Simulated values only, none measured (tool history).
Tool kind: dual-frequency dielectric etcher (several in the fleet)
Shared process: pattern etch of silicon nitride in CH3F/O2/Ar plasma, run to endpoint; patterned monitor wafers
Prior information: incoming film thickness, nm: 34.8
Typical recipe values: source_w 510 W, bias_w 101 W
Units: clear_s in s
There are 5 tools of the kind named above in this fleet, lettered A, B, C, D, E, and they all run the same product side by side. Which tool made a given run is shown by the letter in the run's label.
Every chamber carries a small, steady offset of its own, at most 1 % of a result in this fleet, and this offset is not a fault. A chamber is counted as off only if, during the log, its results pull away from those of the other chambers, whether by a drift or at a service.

run,hour,source_w,bias_w,hours since the last wet clean,hours since the last source power generator calibration,hours since the last bias power generator calibration,clear_s
1B,9.8,510,101,256.6,801.6,1094.5,41.044
2E,18,510,101,236.4,4778.6,2448.4,40.808
3A,25.6,510,101,35.5,945.8,1217.5,40.69
# hour 37.3: chamber C: wet clean of the chamber
4C,38.6,510,101,1.4,182.6,1245.2,41.165
5D,52.9,510,101,140.3,2263.1,1671.5,40.428
6D,60.2,510,101,147.6,2270.4,1678.8,40.615
7C,72.6,510,101,35.4,216.6,1279.2,40.959
8B,83.9,510,101,330.7,875.7,1168.6,40.516
9A,97.3,510,101,107.2,1017.5,1289.2,40.468
10E,112.5,510,101,330.9,4873.1,2542.9,40.5
11D,120.5,510,101,207.9,2330.7,1739.1,40.492
12C,127.6,510,101,90.4,271.6,1334.2,40.626
13B,141.6,510,88,388.4,933.4,1226.3,43.18
14A,156.6,510,88,166.5,1076.8,1348.5,42.728
15E,172.1,510,88,390.5,4932.7,2602.5,42.569
16D,182.1,510,88,269.5,2392.3,1800.7,42.698
17C,194.2,510,88,157,338.2,1400.8,43.19
18A,201.4,510,101,211.3,1121.6,1393.3,40.508
19E,208.8,510,101,427.2,4969.4,2639.2,40.682
20B,221,510,101,467.8,1012.8,1305.7,42.258
21D,232.3,510,101,319.7,2442.5,1850.9,41.175
22C,247.9,630,101,210.7,391.9,1454.5,37.629
23E,258.7,630,101,477.1,5019.3,2689.1,37.766
24A,270.3,630,101,280.2,1190.5,1462.2,37.442
25B,281.1,630,101,527.9,1072.9,1365.8,39.195
# hour 283.9: chamber E: source power generator calibrated
26E,293,630,101,511.4,9.1,2723.4,37.633
27C,306.3,550,85,269.1,450.3,1512.9,42.13
28A,321.4,550,85,331.3,1241.6,1513.3,42.102
# hour 327.9: chamber D: wet clean of the chamber
29D,335.1,550,85,7.3,2545.3,1953.7,42.249
30B,349.6,550,85,596.4,1141.4,1434.3,44.451
31E,357.8,550,85,576.2,73.9,2788.2,42.722

The same settings go to every chamber for the next run, one line per chamber below. Forecast the results for each:
32A,369.4,440,101,,,,?
32B,369.4,440,101,,,,?
32C,369.4,440,101,,,,?
32D,369.4,440,101,,,,?
32E,369.4,440,101,,,,?

run,clear_s
32A,42.916
32B,45.602
32C,43.017
32D,43.414
32E,43.075
